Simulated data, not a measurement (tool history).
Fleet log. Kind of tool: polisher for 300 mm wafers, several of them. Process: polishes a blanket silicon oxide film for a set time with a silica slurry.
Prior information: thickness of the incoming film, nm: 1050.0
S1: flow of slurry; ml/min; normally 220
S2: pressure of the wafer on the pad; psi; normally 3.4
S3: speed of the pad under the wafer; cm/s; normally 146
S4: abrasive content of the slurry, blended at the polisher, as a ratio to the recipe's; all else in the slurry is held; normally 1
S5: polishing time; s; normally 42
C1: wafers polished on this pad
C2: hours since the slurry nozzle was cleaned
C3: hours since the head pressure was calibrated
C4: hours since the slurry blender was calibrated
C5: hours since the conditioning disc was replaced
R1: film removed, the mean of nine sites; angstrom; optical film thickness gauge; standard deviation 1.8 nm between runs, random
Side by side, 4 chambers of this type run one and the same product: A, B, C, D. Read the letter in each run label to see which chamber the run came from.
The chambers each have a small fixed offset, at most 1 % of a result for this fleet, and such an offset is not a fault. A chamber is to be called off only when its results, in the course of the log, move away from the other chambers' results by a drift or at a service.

run   hour   S1   S2   S3    S4  S5    C1     C2      C3     C4     C5      R1
       7.3  -- chamber D: worn pad replaced by a new one
 1D   10.5  220  3.4  146     1  42    24  206.1   166.3   55.5  295.9  1267.3
 2B   18.7  220  3.4  146     1  42   319  268.2    33.2   97.5  182.2    1267
 3C   24.7  220  3.4  146     1  42   667  485.5   520.7    158   45.9    1277
 4A   33.1  220  3.4  146     1  42   330  179.9  1204.7  132.5   65.5  1281.1
      40.4  -- chamber B: conditioning disc replaced and pad reconditioned
 5C   44.8  185  3.4  146  0.75  42   821  505.6   540.8  178.1     66  1111.1
 6B   56.8  185  3.4  146  0.75  42   612  306.3    71.3  135.6   16.4  1079.4
      58.2  -- chamber C: worn pad replaced by a new one
 7A   62.6  185  3.4  146  0.75  42   557  209.4  1234.2    162     95  1085.6
      65.4  -- chamber D: conditioning disc replaced and pad reconditioned
 8D   68.3  185  3.4  146  0.75  42   468  263.9   224.1  113.3    2.9  1063.8
      73.8  -- chamber B: worn pad replaced by a new one
 9D   80.8  220  3.4  146     1  42   565  276.4   236.6  125.8   15.4    1281
10A   89.7  200  3.4  116     1  42   765  236.5  1261.3  189.1  122.1  1040.9
11B   98.4  200  3.4  116     1  42   189  347.9   112.9  177.2     58  1030.3
     100.2  -- chamber D: slurry nozzle cleaned
     103.7  -- chamber B: slurry blender recalibrated
12C  108.9  200  3.4  116     1  42   390  569.7   604.9  242.2  130.1  1051.3
     110.3  -- chamber A: worn pad replaced by a new one
       113  -- chamber A: slurry blender recalibrated
     118.6  -- chamber A: conditioning disc replaced and pad reconditioned
13C  121.5  200  3.4  116     1  42   487  582.3   617.5  254.8  142.7  1049.6
     122.6  -- chamber A: slurry nozzle cleaned
     131.6  -- chamber A: head pressure recalibrated
     132.1  -- chamber C: slurry blender recalibrated
14A    133  220  3.4  146     1  42   175   10.5     1.5   20.1   14.5  1256.5
     135.2  -- chamber D: worn pad replaced by a new one
15B  140.8  220  3.4  146     1  42   514  390.3   155.3   37.1  100.4  1274.5
16D  148.1  220  3.4  146     1  42    99     48   303.9  193.1   82.7  1293.8
       154  -- chamber B: slurry nozzle cleaned
17A  154.9  220  3.4  146     1  42   343   32.4    23.4     42   36.4  1295.2
18D  161.1  250  3.4  146     1  42   199     61   316.9  206.1   95.7  1313.5
19C  167.2  250  3.4  146     1  42   838    628   663.2   35.2  188.4  1275.6
     171.6  -- chamber B: worn pad replaced by a new one
20B  177.3  250  3.4  146     1  42    44   23.4   191.8   73.6  136.9  1328.4
     177.9  -- chamber C: worn pad replaced by a new one
21C  186.4  250  3.4  146     1  42    65  647.2   682.4   54.4  207.6  1287.1
     194.4  -- chamber C: conditioning disc replaced and pad reconditioned
22A  198.1  220  3.4  146     1  27   675   75.6    66.6   85.2   79.6  837.78
23D  209.4  220  3.4  146     1  27   570  109.3   365.2  254.4    144  823.36
24B  218.2  220  3.4  146     1  27   358   64.3   232.7  114.5  177.8  824.05
     222.9  -- chamber C: slurry nozzle cleaned
     228.1  -- chamber B: conditioning disc replaced and pad reconditioned
25A  228.3  220  3.4  146     1  27   907  105.8    96.8  115.4  109.8  835.97
26D  235.4  220  3.4  146     1  33   770  135.3   391.2  280.4    170  1007.3
27C  248.2  220  3.4  146     1  33   540   25.3   744.2  116.2   53.9   957.1
     251.8  -- chamber A: worn pad replaced by a new one
28B  257.3  220  3.4  146     1  33   658  103.4   271.8  153.6   29.3  993.31
29A  265.8  220  3.4  146     1  33   107  143.3   134.3  152.9  147.3  1017.8
       268  -- chamber A: conditioning disc replaced and pad reconditioned
     274.3  -- chamber B: worn pad replaced by a new one
30B  279.2  220  3.4  146     1  42    37  125.3   293.7  175.5   51.2    1268
31D  285.5  220  3.4  146     1  42  1155  185.4   441.3  330.5  220.1  1267.1
     291.5  -- chamber C: worn pad replaced by a new one
       294  -- chamber D: worn pad replaced by a new one
32C  294.1  220  3.4  100     1  42    20   71.2   790.1  162.1   99.8  894.47
     304.5  -- chamber B: slurry blender recalibrated
33C  306.3  220  3.4  100     1  42   114   83.4   802.3  174.3    112  877.32
34A  313.8  220  3.4  100     1  42   476  191.3   182.3  200.9   45.8   952.2
     318.3  -- chamber D: slurry blender recalibrated
35D  324.5  220  3.4  100     1  42   234  224.4   480.3    6.3  259.1   969.1
       328  -- chamber A: slurry blender recalibrated
36B    335  220  3.4  146     1  42   466  181.1   349.5   30.5    107  1253.7
37C  346.3  220  3.4  184     1  42   421  123.4   842.3  214.3    152    1403
38D  357.7  220  3.4  184     1  42   489  257.6   513.5   39.5  292.3  1510.5
39B  367.9  220  3.4  184     1  42   719    214   382.4   63.4  139.9  1523.3
     378.5  -- chamber A: slurry nozzle cleaned
     380.1  -- chamber A: worn pad replaced by a new one
40A  380.5  220  3.4  184     1  42     3      2     249   52.6  112.5  1590.7
41D  386.7  220  3.4  146     1  42   712  286.6   542.5   68.5  321.3  1301.9

Next, all 4 chambers run the settings below, one line each with question marks for the results. What does each chamber give?
42A  396.3  220  3.4  146   1  42                       ?
42B  396.3  220  3.4  146   1  42                       ?
42C  396.3  220  3.4  146   1  42                       ?
42D  396.3  220  3.4  146   1  42                       ?

run      R1
42A  1272.8
42B  1284.8
42C  1156.2
42D  1257.6
